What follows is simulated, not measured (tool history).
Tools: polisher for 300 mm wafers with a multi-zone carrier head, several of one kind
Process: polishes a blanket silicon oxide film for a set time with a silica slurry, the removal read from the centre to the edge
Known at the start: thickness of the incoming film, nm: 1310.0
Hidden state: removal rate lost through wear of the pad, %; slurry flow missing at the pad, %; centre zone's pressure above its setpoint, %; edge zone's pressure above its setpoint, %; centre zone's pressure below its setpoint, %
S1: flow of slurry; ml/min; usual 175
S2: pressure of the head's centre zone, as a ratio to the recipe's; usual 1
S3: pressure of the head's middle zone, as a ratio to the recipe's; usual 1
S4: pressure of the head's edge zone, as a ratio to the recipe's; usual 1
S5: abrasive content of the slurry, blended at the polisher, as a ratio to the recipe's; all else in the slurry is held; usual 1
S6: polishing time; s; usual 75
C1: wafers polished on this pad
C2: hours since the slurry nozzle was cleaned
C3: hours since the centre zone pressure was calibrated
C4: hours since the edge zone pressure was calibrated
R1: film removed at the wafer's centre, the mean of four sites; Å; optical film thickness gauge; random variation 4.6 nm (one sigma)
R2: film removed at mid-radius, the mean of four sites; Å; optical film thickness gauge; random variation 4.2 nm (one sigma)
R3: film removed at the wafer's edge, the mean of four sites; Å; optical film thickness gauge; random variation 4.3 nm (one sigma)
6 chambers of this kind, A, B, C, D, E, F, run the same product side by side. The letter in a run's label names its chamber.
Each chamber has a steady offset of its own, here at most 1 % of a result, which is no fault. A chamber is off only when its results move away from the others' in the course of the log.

run	hour	S1	S2	S3	S4	S5	S6	C1	C2	C3	C4	R1	R2	R3
1E	5	175	1	1	1	1	75	901	243.3	498.1	659.1	3086.1	3055.8	3206.8
2B	11.3	175	1	1	1	1	75	586	220.9	172.5	500	3164.1	3057.5	3139.9
# hour 19.2: chamber A: centre zone pressure recalibrated
# hour 20.2: chamber E: worn pad replaced by a new one
3D	20.6	175	1	1	1	1	75	1059	87.3	426.6	174	3135.7	3056.1	3128.6
# hour 28.5: chamber D: worn pad replaced by a new one
4A	31.2	175	1	1	1	1	75	420	381	12	687.6	3049.6	3070.2	3095.1
# hour 31.8: chamber E: slurry nozzle cleaned
5F	36.9	220	1	1.1	1	1	75	875	308.3	155.4	439.2	3169.4	3481.8	3126.8
# hour 41.7: chamber A: worn pad replaced by a new one
6C	44.7	220	1	1.1	1	1	75	515	337.2	133.7	133.8	3264.3	3514.6	3153
7E	51.7	220	1	1.1	1	1	75	299	19.9	544.8	705.8	3286.9	3472.8	3138.1
8B	61.1	220	1	1.1	1	1	75	1059	270.7	222.3	549.8	3223.5	3455.3	3244
9D	68.3	220	1	1.1	1	1	75	379	135	474.3	221.7	3287.2	3502.6	3291.3
10C	78.2	220	1	1.1	1	1	75	834	370.7	167.2	167.3	3299.8	3495.6	3280
# hour 81.9: chamber B: worn pad replaced by a new one
11F	84.5	175	1	1	1	1	75	1328	355.9	203	486.8	3062.3	3169.6	3143.2
# hour 87.7: chamber F: worn pad replaced by a new one
12A	94.4	220	1.05	1	1	1	75	501	444.2	75.2	750.8	3527.5	3216.4	3178.6
13F	100.9	220	1.05	1	1	1	75	126	372.3	219.4	503.2	3395.7	3255.5	3165.2
# hour 109.8: chamber C: worn pad replaced by a new one
14E	112.2	220	1.05	1	1	1	75	875	80.4	605.3	766.3	3411	3253.7	3220.5
# hour 115.1: chamber A: worn pad replaced by a new one
15C	123.4	220	1.05	1	1	1	75	130	415.9	212.4	212.5	3386.2	3234.6	3174.3
# hour 125.9: chamber E: centre zone pressure recalibrated
16A	129	220	1.05	1	1	1	75	132	478.8	109.8	785.4	3377.5	3251.5	3244.8
# hour 136.8: chamber A: slurry nozzle cleaned
17D	140.4	220	1.05	1	1	1	75	1064	207.1	546.4	293.8	3396.9	3204.5	3250.4
18B	149	175	1	1	1	1	75	638	358.6	310.2	637.7	3117.1	3034.5	3204.9
# hour 150.1: chamber E: worn pad replaced by a new one
# hour 153.4: chamber D: worn pad replaced by a new one
19B	154.3	175	1	1	1	1	75	688	363.9	315.5	643	3116.8	3091	3122
20F	165.6	175	1	1	1	1	75	741	437	284.1	567.9	3048.1	3144.2	3088.7
21C	171.3	175	1	1	1	1	75	585	463.8	260.3	260.4	3077.8	3120.9	3132.2
# hour 174.5: chamber A: worn pad replaced by a new one
22D	178.9	175	1	1	1	1	75	243	245.6	584.9	332.3	3139.3	3119.9	3153.3
23A	190.6	175	1.04	1	0.89	1	75	153	53.8	171.4	847	3170.8	3117.2	2958.5
# hour 192.4: chamber B: centre zone pressure recalibrated
24E	197.8	175	1.04	1	0.89	1	75	454	166	71.9	851.9	3288.3	3122.7	3027.1
# hour 202.7: chamber A: edge zone pressure recalibrated
25A	203.2	175	1.04	1	0.89	1	75	272	66.4	184	0.6	3226.6	3088.6	2923.2
# hour 206.2: chamber B: slurry nozzle cleaned
26F	214.1	175	1.04	1	0.89	1	75	1202	485.5	332.6	616.4	3149.8	3063.7	2833.3
# hour 214.5: chamber F: worn pad replaced by a new one
# hour 217.7: chamber B: worn pad replaced by a new one
# hour 222.8: chamber C: worn pad replaced by a new one
27C	224.9	175	1.04	1	0.89	1	75	20	517.4	313.9	314	3269	3104.4	2922.3
28B	235.7	175	1.04	1	0.89	1	75	171	29.6	43.4	724.4	3248.3	3074.6	2991.5
# hour 235.9: chamber A: worn pad replaced by a new one
29D	245.3	175	1	1	1	1	75	874	312	651.3	398.7	3076	3081.2	3106.7
# hour 249.2: chamber E: worn pad replaced by a new one
30E	255.2	175	1	1	1	1	75	57	223.4	129.3	909.3	3133	3078.6	3112.2
31E	260.8	175	1	1	1	1	75	110	229	134.9	914.9	3071.3	3154	3054.6
32A	272.1	175	1	1	1	1	75	344	135.3	252.9	69.5	3118.1	3115.7	3110
33F	281.3	175	1	1	1	1	75	635	552.7	399.8	683.6	2788	2949.7	2945.1
# hour 282.2: chamber D: worn pad replaced by a new one
34C	286.3	175	1	1	1	1	75	604	578.8	375.3	375.4	3176.8	3135	3097.6
35D	294.5	175	1	1	1	1	75	117	361.2	700.5	447.9	3133.8	3126.4	3189.3
# hour 300: chamber A: worn pad replaced by a new one
36B	305.1	175	1	1	1	1	75	831	99	112.8	793.8	3102.4	3098.1	3156.1
37B	312.9	175	1	1	1	1	75	905	106.8	120.6	801.6	3021.5	3094.1	3178.4
38A	321.2	175	1	1	1	1	75	201	184.4	302	118.6	3081.2	3093.7	3181.4

All 6 chambers run these settings next. Forecast each chamber's results:
39A	329.6	175	1	1	1	1	75					?	?	?
39B	329.6	175	1	1	1	1	75					?	?	?
39C	329.6	175	1	1	1	1	75					?	?	?
39D	329.6	175	1	1	1	1	75					?	?	?
39E	329.6	175	1	1	1	1	75					?	?	?
39F	329.6	175	1	1	1	1	75					?	?	?

run	R1	R2	R3
39A	3139.9	3190.8	3012.6
39B	3102.7	3089.4	3200.2
39C	3138.3	3130.6	3159.3
39D	3055.9	3125.6	3124.6
39E	3140.9	3060.9	3150.7
39F	2729.8	2898.3	2944.2
